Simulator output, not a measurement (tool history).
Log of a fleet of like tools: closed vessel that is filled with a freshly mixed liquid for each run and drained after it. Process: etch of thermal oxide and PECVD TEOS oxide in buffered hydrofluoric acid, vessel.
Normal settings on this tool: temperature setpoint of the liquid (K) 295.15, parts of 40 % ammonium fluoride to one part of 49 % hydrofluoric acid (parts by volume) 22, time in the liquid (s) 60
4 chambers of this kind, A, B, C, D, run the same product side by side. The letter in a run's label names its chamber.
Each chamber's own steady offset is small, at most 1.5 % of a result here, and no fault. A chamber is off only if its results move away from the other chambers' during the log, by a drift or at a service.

| run | hour | temperature setpoint of the liquid (K) | parts of 40 % ammonium fluoride to one part of 49 % hydrofluoric acid (parts by volume) | time in the liquid (s) | read-back film thickness of the thermal oxide reference wafer, read on the same gauge (nm) | read-back film thickness of the PECVD TEOS oxide reference wafer, read on the same gauge (nm) | thickness taken off the thermal oxide on a monitor wafer (nm) | thickness taken off the PECVD TEOS oxide on a monitor wafer (nm) |
|---|---|---|---|---|---|---|---|---|
| 1C | 10.8 | 295.15 | 22 | 60 | 30.001 | 39.986 | 27.554 | 56.045 |
| 2D | 20.6 | 295.15 | 22 | 60 | 30.014 | 40.043 | 27.988 | 57.169 |
| 3B | 29.7 | 295.15 | 22 | 60 | 30.011 | 39.943 | 27.903 | 57.151 |
| 4A | 37 | 295.15 | 22 | 60 | 30.016 | 39.99 | 27.951 | 55.682 |
| 5A | 43.8 | 295.15 | 22 | 60 | 30.002 | 39.954 | 27.939 | 56.333 |
| 6B | 48.7 | 295.15 | 22 | 60 | 30.007 | 39.999 | 28.157 | 58.364 |
| 7D | 54.3 | 295.15 | 22 | 60 | 29.995 | 40.001 | 28.341 | 57.287 |
| 8C | 59.8 | 299.65 | 22 | 60 | 30.003 | 40.011 | 35.667 | 73.37 |
| 9C | 71 | 299.65 | 22 | 60 | 29.978 | 40.031 | 35.75 | 72.695 |
| 10A | 75.9 | 299.65 | 22 | 60 | 30.003 | 39.988 | 36.008 | 72.204 |
| 11B | 86.4 | 299.65 | 22 | 60 | 29.995 | 39.99 | 35.488 | 72.887 |
| 12D | 91.5 | 295.15 | 22 | 60 | 29.983 | 39.928 | 28.285 | 56.886 |
| 13B | 101.4 | 298.15 | 22 | 30 | 29.998 | 39.977 | 16.489 | 33.379 |
| 14A | 107.2 | 298.15 | 22 | 30 | 29.993 | 40.011 | 16.852 | 33.325 |
| 15C | 114.3 | 298.15 | 22 | 30 | 30.007 | 40 | 16.433 | 33.361 |
| 16D | 122.1 | 298.15 | 22 | 30 | 29.983 | 39.989 | 16.613 | 33.883 |
| 17C | 127.1 | 298.65 | 22 | 75 | 30.008 | 40.013 | 42.418 | 86.846 |
| 18B | 138.3 | 298.65 | 22 | 75 | 30 | 40.031 | 42.848 | 88.344 |
| 19A | 147.8 | 298.65 | 22 | 75 | 30.022 | 40.038 | 41.766 | 85.141 |
| 20D | 153.2 | 298.65 | 22 | 75 | 30.012 | 40.053 | 42.595 | 85.476 |
| 21B | 161.9 | 295.15 | 22 | 60 | 29.98 | 40.02 | 28.165 | 57.437 |
| 22C | 173 | 293.15 | 22 | 70 | 29.984 | 39.995 | 29.128 | 58.706 |
| 23A | 182.3 | 293.15 | 22 | 70 | 29.992 | 39.972 | 29.277 | 58.366 |
| 24D | 193.1 | 293.15 | 22 | 70 | 30.037 | 40.001 | 29.276 | 57.954 |
| 25D | 203.5 | 293.15 | 22 | 70 | 29.973 | 40.069 | 29.237 | 58.383 |
|  | 207.3 | chamber A: thermometer replaced |
| 26B | 208.7 | 295.15 | 22 | 60 | 29.999 | 40.011 | 28.114 | 57.414 |
| 27A | 216.2 | 298.15 | 22 | 95 | 30.03 | 39.969 | 52.226 | 103.54 |
| 28C | 226.9 | 298.15 | 22 | 95 | 29.998 | 40.034 | 51.913 | 106.76 |
| 29B | 233.2 | 298.15 | 22 | 95 | 30.021 | 39.961 | 51.86 | 105.66 |
| 30C | 241.1 | 298.15 | 22 | 95 | 30.025 | 39.975 | 52.044 | 104.53 |
| 31D | 247.1 | 295.15 | 22 | 60 | 30.02 | 40.001 | 27.751 | 56.435 |
| 32A | 255 | 295.15 | 22 | 60 | 30.037 | 40.004 | 28.56 | 56.439 |
| 33C | 260.7 | 295.15 | 22 | 60 | 30.017 | 40.026 | 28 | 56.449 |
| 34B | 267.1 | 295.15 | 28 | 45 | 29.996 | 40.016 | 17.831 | 36.444 |
| 35A | 272.5 | 295.15 | 28 | 45 | 30.008 | 40.049 | 17.989 | 35.405 |
| 36D | 281.9 | 295.15 | 28 | 45 | 29.989 | 40.007 | 17.779 | 36.375 |
| 37B | 292.3 | 295.15 | 28 | 45 | 29.99 | 39.961 | 17.658 | 35.927 |
| 38D | 302.6 | 295.15 | 22 | 60 | 30.015 | 39.994 | 28.439 | 56.055 |
| 39A | 313.7 | 295.15 | 22 | 60 | 30.005 | 39.956 | 27.901 | 56.914 |

Is one chamber off against the others, does the gauge drift, or is nothing wrong? If a chamber is off, say which, and what the likeliest cause is.

All chambers stay in line apart from their small fixed offsets, and the gauge does not drift.
